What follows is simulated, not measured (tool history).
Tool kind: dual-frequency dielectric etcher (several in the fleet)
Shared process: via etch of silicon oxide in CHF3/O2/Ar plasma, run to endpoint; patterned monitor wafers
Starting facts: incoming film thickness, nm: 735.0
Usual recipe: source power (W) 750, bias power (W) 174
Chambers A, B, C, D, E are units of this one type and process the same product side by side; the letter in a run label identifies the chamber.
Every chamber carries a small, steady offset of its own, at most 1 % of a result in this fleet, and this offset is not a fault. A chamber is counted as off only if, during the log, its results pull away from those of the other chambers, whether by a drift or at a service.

| run | day | source power (W) | bias power (W) | endpoint time (s) |
|---|---|---|---|---|
| 1B | 0.217 | 750 | 174 | 346.32 |
| 2A | 0.550 | 750 | 174 | 345.27 |
| 3D | 0.933 | 750 | 174 | 341.81 |
| 4E | 1.392 | 750 | 174 | 344.44 |
| 5C | 1.812 | 810 | 174 | 334.18 |
| 6D | 2.158 | 810 | 174 | 332.10 |
| 7A | 2.588 | 810 | 174 | 336.75 |
| 8C | 2.808 | 810 | 174 | 336.27 |
| 9B | 3.029 | 810 | 174 | 336.72 |
| 10E | 3.329 | 750 | 174 | 345.66 |
| 11B | 3.700 | 750 | 174 | 345.88 |
|  | 3.954 | chamber C: wet clean of the chamber |
| 12D | 3.996 | 750 | 199 | 328.80 |
| 13E | 4.208 | 750 | 199 | 328.56 |
| 14A | 4.667 | 750 | 199 | 330.19 |
| 15C | 4.879 | 750 | 199 | 347.95 |
| 16E | 5.183 | 750 | 199 | 327.99 |
| 17A | 5.521 | 750 | 174 | 351.92 |
| 18B | 5.750 | 610 | 215 | 347.21 |
| 19C | 6.158 | 610 | 215 | 362.94 |
| 20D | 6.567 | 610 | 215 | 345.08 |
|  | 6.712 | chamber D: source power generator calibrated |
| 21D | 6.917 | 610 | 215 | 344.83 |
|  | 7.308 | chamber C: bias power generator calibrated |
| 22E | 7.383 | 610 | 215 | 348.38 |
| 23C | 7.629 | 590 | 194 | 382.85 |
| 24A | 7.833 | 590 | 194 | 368.81 |
| 25B | 8.042 | 590 | 194 | 357.91 |
| 26A | 8.375 | 590 | 194 | 367.58 |
| 27E | 8.792 | 590 | 194 | 363.92 |
| 28B | 9.058 | 750 | 174 | 349.10 |
| 29C | 9.508 | 750 | 174 | 359.52 |
| 30D | 9.792 | 750 | 174 | 343.78 |
|  | 9.900 | chamber A: wet clean of the chamber |
| 31A | 10.117 | 750 | 174 | 349.64 |
| 32D | 10.421 | 750 | 174 | 347.53 |

Read the log: is a single chamber off, either drifting away or since a service, is the gauge that measures every chamber drifting, or is nothing wrong beyond small per-chamber offsets? Name any odd chamber and what most likely caused it.

The work done on chamber C during a service left it standing apart from the others.
Most likely cause: etch rate under this chamber's usual, % = 5.18.

Chamber C could run next with any of the 4 candidate recipes listed below; each alters the usual settings, and their results appear as question marks. Which one brings its results back in line with what the other chambers deliver on the usual settings?
A result is in line if it is within this distance of the other chambers' mean on the usual settings: endpoint time (s) 7.60
| 33C-1 | 10.758 | 650 | 154 | ? |
| 33C-2 | 10.758 | 750 | 200 | ? |
| 33C-3 | 10.758 | 690 | 163 | ? |
| 33C-4 | 10.758 | 850 | 194 | ? |

The other chambers' mean on the usual settings: endpoint time (s) 345.52
| run | endpoint time (s) |
|---|---|
| 33C-1 | 399.95 |
| 33C-2 | 347.48 |
| 33C-3 | 383.83 |
| 33C-4 | 334.86 |
The answer is 33C-2, which returns the chamber to within the allowed miss of the others.
